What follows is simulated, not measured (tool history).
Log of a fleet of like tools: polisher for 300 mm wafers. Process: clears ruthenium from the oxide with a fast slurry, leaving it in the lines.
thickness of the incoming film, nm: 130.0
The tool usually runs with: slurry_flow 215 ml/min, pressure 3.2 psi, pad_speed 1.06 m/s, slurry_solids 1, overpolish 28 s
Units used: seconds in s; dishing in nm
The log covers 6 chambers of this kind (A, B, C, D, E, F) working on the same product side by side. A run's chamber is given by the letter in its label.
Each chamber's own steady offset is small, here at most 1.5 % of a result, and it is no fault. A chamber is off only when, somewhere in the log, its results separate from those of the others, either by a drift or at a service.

run	hour	slurry_flow	pressure	pad_speed	slurry_solids	overpolish	seconds	dishing
# hour 0.3: chamber B: slurry blender recalibrated
1C	2.8	215	3.2	1.06	1	28	22.487	89.975
# hour 4.2: chamber E: worn pad replaced by a new one
2F	5.6	215	3.2	1.06	1	28	21.827	88.237
3A	7.6	215	3.2	1.06	1	28	22.600	89.006
4B	9.8	215	3.2	1.06	1	28	22.070	85.762
5E	13.4	215	3.2	1.06	1	28	22.171	86.221
# hour 16.5: chamber D: worn pad replaced by a new one
6D	17.6	215	3.2	1.06	1	28	22.494	89.563
# hour 19.5: chamber C: slurry blender recalibrated
7D	20.4	215	3.2	1.06	1	28	21.983	87.880
8A	22.2	215	3.2	1.06	1	28	22.389	88.438
9E	25.1	215	3.2	1.06	1	28	22.248	86.910
# hour 25.5: chamber C: slurry nozzle cleaned
10F	27.9	215	4.0	1.06	1	42	17.636	111.910
11C	31.5	215	4.0	1.06	1	42	17.923	113.050
# hour 32.1: chamber C: head pressure recalibrated
# hour 33.4: chamber B: worn pad replaced by a new one
12B	33.5	215	4.0	1.06	1	42	17.961	112.060
13C	37.7	215	4.0	1.06	1	42	17.574	113.330
14B	42.0	215	4.0	1.06	1	42	17.586	112.550
# hour 43.1: chamber B: slurry nozzle cleaned
# hour 44.0: chamber A: worn pad replaced by a new one
15D	44.1	215	4.0	1.06	1	42	17.682	112.180
# hour 46.7: chamber C: worn pad replaced by a new one
16A	47.8	215	3.2	1.06	1	28	22.573	89.165
17F	50.6	215	3.2	1.06	1	28	22.223	85.581
18E	54.0	215	3.2	1.06	1	28	22.289	90.477
19A	56.9	215	3.2	1.06	1	28	22.477	86.215
# hour 60.5: chamber F: slurry blender recalibrated
20E	60.7	215	3.2	1.06	1	28	22.210	87.388
21D	63.2	215	3.2	1.06	1	28	22.582	87.555
22B	66.9	240	3.2	1.06	1	28	22.168	88.793
# hour 67.8: chamber F: worn pad replaced by a new one
23C	70.1	240	3.2	1.06	1	28	21.834	87.026
# hour 70.8: chamber A: slurry blender recalibrated
24F	74.0	240	3.2	1.06	1	28	21.689	88.023
25D	76.7	240	3.2	1.06	1	28	22.233	85.218
26F	80.6	240	3.2	1.06	1	28	21.805	89.116
# hour 82.1: chamber E: worn pad replaced by a new one
27E	84.7	240	3.2	1.06	1	28	21.515	89.408
28B	86.8	215	3.2	1.06	1	28	22.149	89.882
29C	89.3	215	3.2	1.06	1	28	22.532	86.633
30A	93.3	215	3.2	1.06	1	28	22.459	88.852
31F	95.3	215	3.2	1.06	1	28	22.358	89.254
32A	98.9	215	3.2	1.06	1	28	22.409	85.492
33E	100.8	215	3.2	1.06	1	28	22.285	86.913
# hour 102.6: chamber D: worn pad replaced by a new one
34D	102.9	215	3.2	1.06	1	28	22.458	91.183
35C	106.0	215	3.2	1.06	1	28	22.327	85.872
36B	109.9	215	3.2	1.06	1	28	22.495	87.208
37D	112.2	215	3.2	1.06	1	28	21.902	88.929
38B	114.4	215	3.2	1.06	1	28	22.456	87.281
39C	117.8	215	3.2	1.06	1	28	22.620	87.116
40E	120.4	215	3.2	1.06	1	28	22.491	90.580
41F	123.2	215	3.2	1.06	1	28	21.817	87.513
42A	126.5	215	3.2	1.06	1	28	22.449	88.048

Has any chamber moved away from the others, gradually or after a service, or does the common gauge drift, or do the chambers differ only by their own small steady offsets? State the chamber and the most likely cause if one applies.

Neither any chamber nor the gauge drifts; the chambers differ only by their own small, steady offsets.
